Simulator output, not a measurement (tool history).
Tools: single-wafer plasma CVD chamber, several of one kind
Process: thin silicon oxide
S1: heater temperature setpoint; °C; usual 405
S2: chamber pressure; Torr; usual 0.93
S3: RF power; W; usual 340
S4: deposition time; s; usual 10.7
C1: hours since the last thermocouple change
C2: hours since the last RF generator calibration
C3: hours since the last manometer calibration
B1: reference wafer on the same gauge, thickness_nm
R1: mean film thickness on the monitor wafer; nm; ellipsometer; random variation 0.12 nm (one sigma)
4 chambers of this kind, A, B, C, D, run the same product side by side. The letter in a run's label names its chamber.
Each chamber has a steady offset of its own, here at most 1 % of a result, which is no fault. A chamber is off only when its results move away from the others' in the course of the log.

run,hour,S1,S2,S3,S4,C1,C2,C3,B1,R1
1D,8.5,405,0.93,340,10.7,38.2,14.3,437.9,24.998,23.15
2B,18.1,405,0.93,340,10.7,2042.4,315.3,183.1,24.993,23.375
3C,26.3,405,0.93,340,10.7,1637.1,370,352.6,25.008,23.633
4A,37,405,0.93,340,10.7,844.5,803.2,2317.2,25.018,23.369
5A,44.3,405,0.93,290,9.8,851.8,810.5,2324.5,24.977,20.26
6D,54.9,405,0.93,290,9.8,84.6,60.7,484.3,24.987,20.044
7C,65.4,405,0.93,290,9.8,1676.2,409.1,391.7,24.995,20.293
8B,76.5,405,0.93,290,9.8,2100.8,373.7,241.5,24.972,20.059
9C,83.4,405,0.93,340,10.7,1694.2,427.1,409.7,24.966,23.628
# hour 91.2: chamber A: capacitance manometer re-zeroed and calibrated
10D,94.2,405,0.93,340,10.7,123.9,100,523.6,25.014,23.334
11A,102.3,405,0.93,340,10.7,909.8,868.5,11.1,24.98,23.402
12B,108.8,413,0.93,340,10.7,2133.1,406,273.8,25.002,23.499
13D,113.8,413,0.93,340,10.7,143.5,119.6,543.2,24.993,23.016
14B,119,413,0.93,340,10.7,2143.3,416.2,284,25.028,23.253
15A,128.9,413,0.93,340,10.7,936.4,895.1,37.7,25.005,23.254
# hour 134.7: chamber C: thermocouple changed; heater temperature recalibrated
16C,137.2,405,0.93,340,10.7,2.6,480.9,463.5,24.978,23.681
# hour 141.4: chamber B: thermocouple changed; heater temperature recalibrated
17B,143.5,405,0.93,340,10.7,2.2,440.7,308.5,25.017,23.504
18C,150,405,0.93,340,10.7,15.4,493.7,476.3,25.017,23.511
19D,156.6,405,0.93,340,10.7,186.3,162.4,586,25.016,23.053
20A,165,405,0.93,340,10.7,972.5,931.2,73.8,24.979,23.33
21C,170.6,405,0.93,340,10.7,36,514.3,496.9,25.008,23.798
22A,177.7,405,0.93,340,10.7,985.2,943.9,86.5,25.045,23.296
23D,185.9,405,0.715,385,10.7,215.6,191.7,615.3,25.005,18.524
24B,196.9,405,0.715,385,10.7,55.6,494.1,361.9,24.995,19.064
25A,205.1,405,0.715,385,10.7,1012.6,971.3,113.9,24.988,19.158
26B,210.5,405,0.715,385,10.7,69.2,507.7,375.5,24.985,19.131
27C,221,405,0.93,340,10.7,86.4,564.7,547.3,24.961,23.561
# hour 223.1: chamber A: RF generator calibrated
28D,228,405,0.93,340,10.7,257.7,233.8,657.4,24.977,22.134
29C,234.6,405,0.859,340,9.1,100,578.3,560.9,24.975,18.97
30A,241.5,405,0.859,340,9.1,1049,18.5,150.3,24.978,18.661
31D,250.1,405,0.859,340,9.1,279.8,255.9,679.5,25.021,17.71
32B,255.5,405,0.859,340,9.1,114.2,552.7,420.5,25.017,18.405
33A,264.9,405,0.93,340,10.7,1072.4,41.9,173.7,25,23.433
34B,274.6,405,0.93,310,10.7,133.3,571.8,439.6,25.023,22.578
35D,280.4,405,0.93,310,10.7,310.1,286.2,709.8,24.996,21.227
36C,287.3,405,0.93,310,10.7,152.7,631,613.6,25.025,22.883
37A,293.6,405,0.93,310,10.7,1101.1,70.6,202.4,25.022,22.502

Is one chamber off against the others, does the gauge drift, or is nothing wrong? If a chamber is off, say which, and what the likeliest cause is.

Chamber D drifts away from the others.
Cause: true pressure below the setpoint (%) = 7.63.

Here are 4 candidates for chamber D's next run, each the usual settings with a change, their results left as question marks. Which one brings its results back in line with what the others give on the usual settings?
In line means no further than this from the other chambers' mean on the usual settings: R1 0.41 nm
38D-1,301.8,405,0.93,340,9.9,,,,,?
38D-2,301.8,405,1.055,355,10.7,,,,,?
38D-3,301.8,403,0.93,410,10.7,,,,,?
38D-4,301.8,405,0.93,340,9.5,,,,,?

The other chambers' mean on the usual settings: R1 23.481 nm
run,R1
38D-1,20.125
38D-2,24.599
38D-3,23.319
38D-4,19.314
38D-3 brings the chamber back in line.
